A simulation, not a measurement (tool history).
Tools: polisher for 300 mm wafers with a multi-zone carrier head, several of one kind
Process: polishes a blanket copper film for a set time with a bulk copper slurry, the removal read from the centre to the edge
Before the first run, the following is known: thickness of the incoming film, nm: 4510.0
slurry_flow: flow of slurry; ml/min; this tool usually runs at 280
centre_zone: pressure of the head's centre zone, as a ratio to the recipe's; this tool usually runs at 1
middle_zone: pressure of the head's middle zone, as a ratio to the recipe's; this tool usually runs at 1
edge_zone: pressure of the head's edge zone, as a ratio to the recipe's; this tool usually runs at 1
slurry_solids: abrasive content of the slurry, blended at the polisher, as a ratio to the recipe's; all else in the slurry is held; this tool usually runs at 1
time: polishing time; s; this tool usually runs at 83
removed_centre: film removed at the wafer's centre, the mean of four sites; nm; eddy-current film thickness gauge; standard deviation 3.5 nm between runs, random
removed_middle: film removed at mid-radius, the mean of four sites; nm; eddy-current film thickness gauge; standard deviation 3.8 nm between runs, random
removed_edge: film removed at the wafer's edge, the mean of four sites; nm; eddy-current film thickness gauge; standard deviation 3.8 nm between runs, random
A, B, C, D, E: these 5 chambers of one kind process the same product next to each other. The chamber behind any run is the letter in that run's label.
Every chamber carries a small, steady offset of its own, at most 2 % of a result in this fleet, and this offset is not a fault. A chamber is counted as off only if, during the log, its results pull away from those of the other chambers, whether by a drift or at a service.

run   hour  slurry_flow  centre_zone  middle_zone  edge_zone  slurry_solids  time  wafers polished on this pad  hours since the slurry nozzle was cleaned  hours since the centre zone pressure was calibrated  hours since the edge zone pressure was calibrated  removed_centre  removed_middle  removed_edge
       0.8  -- chamber C: worn pad replaced by a new one
 1C    7.3          280            1            1          1              1    83                           47                                      171.6                                                445.4                                             1081.8           479.1          470.51        475.67
      11.8  -- chamber D: worn pad replaced by a new one
      12.5  -- chamber E: worn pad replaced by a new one
 2A   14.6          280            1            1          1              1    83                          652                                      364.4                                                709.9                                              280.2          465.03           474.4        476.57
 3E   19.4          280            1            1          1              1    83                           50                                      349.5                                                298.1                                              302.1          474.31          467.58        469.17
      23.5  -- chamber C: edge zone pressure recalibrated
 4D   24.2          280            1            1          1              1    83                           89                                      508.2                                                261.1                                              317.5          468.94          477.42        475.08
        28  -- chamber B: edge zone pressure recalibrated
 5B   30.2          280            1            1          1              1    83                          948                                      136.2                                                876.2                                                2.3          470.19          463.25        484.03
 6B     39          280            1            1          1              1    83                         1012                                        145                                                  885                                               11.1          465.25           469.8        479.55
 7A   47.8          280         1.06            1       0.96              1    83                          891                                      397.6                                                743.1                                              313.4          498.93          481.29        466.31
 8E   56.4          280         1.06            1       0.96              1    83                          317                                      386.5                                                335.1                                              339.1          505.97          475.26        458.53
      57.9  -- chamber B: worn pad replaced by a new one
 9D   61.7          280         1.06            1       0.96              1    83                          360                                      545.7                                                298.6                                                355          500.23          475.22        460.49
10C   66.7          280         1.06            1       0.96              1    83                          476                                        231                                                504.8                                               43.3          502.15          481.87        469.49
      72.2  -- chamber A: worn pad replaced by a new one
11E   74.5          280         1.06            1       0.96              1    83                          447                                      404.6                                                353.2                                              357.2          501.38          474.88        458.98
12D   79.6          280            1            1          1              1    83                          489                                      563.6                                                316.5                                              372.9           471.6          477.93         468.8
13B   85.3          280         1.09            1          1            1.1    83                          198                                      191.3                                                931.3                                               57.4          521.64          479.89        488.56
14C   89.6          280         1.09            1          1            1.1    83                          641                                      253.9                                                527.7                                               66.2          538.72          486.46        476.43
15A   97.2          280         1.09            1          1            1.1    83                          180                                        447                                                792.5                                              362.8          529.79          488.52        483.98
16E    104          280         1.09            1          1            1.1    83                          660                                      434.1                                                382.7                                              386.7          530.84           485.1        484.14
     108.2  -- chamber A: edge zone pressure recalibrated
17C  109.1          280         1.09            1          1            1.1    83                          782                                      273.4                                                547.2                                               85.7          538.56          490.73        482.17
18B  117.3          280            1            1       1.11              1    83                          429                                      223.3                                                963.3                                               89.4          471.37          464.01        499.12
19D  124.8          280            1            1       1.11              1    83                          815                                      608.8                                                361.7                                              418.1          466.93          476.66        501.38
     128.9  -- chamber E: worn pad replaced by a new one
20A  134.4          280            1            1       1.11              1    83                          449                                      484.2                                                829.7                                               26.3          465.47          474.79        506.64
     134.9  -- chamber D: worn pad replaced by a new one
21E  138.8          280            1            1       1.11              1    83                           71                                      468.9                                                417.5                                              421.5          466.42          473.86        500.08
22A    143          280            1            1       1.11              1    83                          511                                      492.8                                                838.3                                               34.9          467.31          471.83        500.04
23D  147.3          280            1            1          1            0.7    83                           89                                      631.3                                                384.2                                              440.6          437.51          446.19        437.81
24C  151.9          280            1            1          1            0.7    83                         1091                                      316.2                                                  590                                              128.5          436.66           442.8        440.92
     154.5  -- chamber D: slurry nozzle cleaned
25B  159.7          280            1            1          1            0.7    83                          735                                      265.7                                               1005.7                                              131.8          440.52          441.09         445.9
     161.5  -- chamber C: worn pad replaced by a new one
26E  165.1          280            1            1          1            0.7    83                          261                                      495.2                                                443.8                                              447.8          419.47          434.86        437.46
27B  170.1          280            1            1          1            0.7    83                          810                                      276.1                                               1016.1                                              142.2          436.25          431.21        437.03
28A  176.1          280            1            1          1              1    83                          750                                      525.9                                                871.4                                                 68          468.56          477.01        480.03
     177.3  -- chamber B: centre zone pressure recalibrated
29C    182          280            1            1          1              1    83                          148                                      346.3                                                620.1                                              158.6          472.39          476.32         471.4
30D  188.8          280            1            1       0.94            0.7    83                          389                                       34.4                                                425.7                                              482.1          436.13          442.04        419.94
     190.9  -- chamber A: worn pad replaced by a new one
31B  195.9          280            1            1       0.94            0.7    83                          996                                      301.9                                                 18.6                                                168          435.96             437        431.68
32D  205.5          280            1            1       0.94            0.7    83                          509                                       51.1                                                442.4                                              498.8          440.48          438.11        426.29
33C  213.7          280            1            1       0.94            0.7    83                          377                                        378                                                651.8                                              190.3          444.81          443.54        426.16
     213.8  -- chamber B: worn pad replaced by a new one
34E  219.8          280            1            1       0.94            0.7    83                          656                                      549.9                                                498.5                                              502.5          406.94          427.96        422.92
35A  227.6          280            1            1          1              1    83                          265                                      577.4                                                922.9                                              119.5          467.52          467.34        473.73
36B    232          280            1            1          1              1    83                          131                                        338                                                 54.7                                              204.1          471.73          467.86        479.02
     238.6  -- chamber B: slurry nozzle cleaned
37D  238.9          280            1            1          1              1    83                          750                                       84.5                                                475.8                                              532.2          466.38          470.94        473.85
38C  243.4          280            1            1          1              1    83                          591                                      407.7                                                681.5                                                220          472.96          479.54        480.63
39E  249.6          280         1.08            1          1              1    83                          871                                      579.7                                                528.3                                              532.3          467.79          473.09        468.51
40A  258.7          280         1.08            1          1              1    83                          489                                      608.5                                                  954                                              150.6          510.21          479.75        482.17
41B  267.3          280         1.08            1          1              1    83                          386                                       28.7                                                   90                                              239.4          512.12          471.03        484.92
42A  274.5          280         1.08            1          1              1    83                          603                                      624.3                                                969.8                                              166.4          512.23          476.22        474.17

For the next run the whole fleet of 5 chambers uses the same settings. Give each chamber's results:
43A  281.4          280            1            1          1              1    83                                                                                                                                                                                               ?               ?             ?
43B  281.4          280            1            1          1              1    83                                                                                                                                                                                               ?               ?             ?
43C  281.4          280            1            1          1              1    83                                                                                                                                                                                               ?               ?             ?
43D  281.4          280            1            1          1              1    83                                                                                                                                                                                               ?               ?             ?
43E  281.4          280            1            1          1              1    83                                                                                                                                                                                               ?               ?             ?

run  removed_centre  removed_middle  removed_edge
43A          471.43           481.5        481.05
43B          474.15          467.83        479.79
43C          473.99          476.53        482.83
43D          471.14          486.95        475.02
43E           425.2          469.02        470.23

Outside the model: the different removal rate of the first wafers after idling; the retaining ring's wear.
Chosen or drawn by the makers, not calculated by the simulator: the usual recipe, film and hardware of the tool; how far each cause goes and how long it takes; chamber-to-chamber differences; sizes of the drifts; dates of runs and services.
